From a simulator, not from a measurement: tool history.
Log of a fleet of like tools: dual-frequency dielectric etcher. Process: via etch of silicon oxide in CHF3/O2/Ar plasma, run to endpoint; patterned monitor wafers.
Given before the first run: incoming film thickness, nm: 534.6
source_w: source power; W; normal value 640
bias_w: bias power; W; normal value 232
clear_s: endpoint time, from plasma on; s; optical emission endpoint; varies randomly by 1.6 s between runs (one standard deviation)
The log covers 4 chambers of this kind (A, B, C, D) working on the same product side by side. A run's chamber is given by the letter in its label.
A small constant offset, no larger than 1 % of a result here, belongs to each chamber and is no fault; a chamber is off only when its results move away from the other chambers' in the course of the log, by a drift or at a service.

| run | hour | source_w | bias_w | clear_s |
|---|---|---|---|---|
| 1A | 5.3 | 640 | 232 | 245.47 |
| 2B | 14.8 | 640 | 232 | 241 |
|  | 23.6 | chamber A: wet clean of the chamber |
| 3D | 23.7 | 640 | 232 | 242.18 |
| 4C | 31.4 | 640 | 232 | 238.42 |
|  | 37.3 | chamber D: wet clean of the chamber |
| 5B | 40.7 | 640 | 232 | 242.52 |
| 6A | 46.3 | 640 | 232 | 245.03 |
| 7D | 56.1 | 640 | 232 | 241.42 |
| 8C | 64.4 | 640 | 232 | 238.48 |
| 9A | 76 | 640 | 232 | 246.15 |
|  | 82 | chamber B: source power generator calibrated |
| 10B | 82.4 | 640 | 232 | 240.03 |
| 11D | 88.1 | 640 | 232 | 240.6 |
| 12C | 94.4 | 640 | 232 | 242.4 |
| 13B | 100 | 640 | 232 | 243.48 |
| 14A | 106.1 | 640 | 232 | 248.64 |
| 15C | 115.9 | 640 | 232 | 241 |
| 16D | 125.2 | 640 | 232 | 240.42 |
| 17A | 135 | 640 | 232 | 244.32 |
|  | 135.8 | chamber B: wet clean of the chamber |
| 18D | 140.6 | 740 | 182 | 247.73 |
| 19C | 148.6 | 740 | 182 | 247.89 |
| 20B | 157.4 | 740 | 182 | 250.23 |
| 21C | 169.2 | 740 | 182 | 245.12 |
| 22A | 174.9 | 640 | 232 | 244.6 |
| 23D | 186.6 | 640 | 232 | 243.2 |
| 24B | 197.7 | 640 | 232 | 244.22 |
| 25D | 205.6 | 640 | 232 | 241.93 |
| 26C | 212 | 640 | 232 | 237.27 |
| 27A | 217.8 | 640 | 232 | 243.17 |
| 28B | 227.3 | 640 | 232 | 241.89 |
|  | 232.2 | chamber C: wet clean of the chamber |
| 29C | 237.4 | 640 | 232 | 241.55 |
| 30D | 244.7 | 640 | 232 | 241.13 |
| 31A | 252.3 | 640 | 232 | 243.37 |
| 32B | 263.2 | 640 | 232 | 240.81 |
|  | 267.2 | chamber A: bias power generator calibrated |
| 33C | 274.6 | 640 | 232 | 238.04 |
| 34A | 285.8 | 640 | 232 | 243.18 |
| 35B | 293.5 | 640 | 232 | 242.43 |
| 36D | 302.9 | 640 | 232 | 244.36 |
| 37B | 311.1 | 640 | 232 | 244.46 |
| 38A | 323.2 | 640 | 232 | 245.88 |
| 39D | 335.5 | 640 | 232 | 241.49 |
| 40C | 343 | 640 | 232 | 238.68 |

Each of the 4 chambers runs these same settings next. Fill in every chamber's results:
| 41A | 351.7 | 710 | 232 | ? |
| 41B | 351.7 | 710 | 232 | ? |
| 41C | 351.7 | 710 | 232 | ? |
| 41D | 351.7 | 710 | 232 | ? |

| run | clear_s |
|---|---|
| 41A | 235.1 |
| 41B | 233.03 |
| 41C | 229.67 |
| 41D | 234.28 |
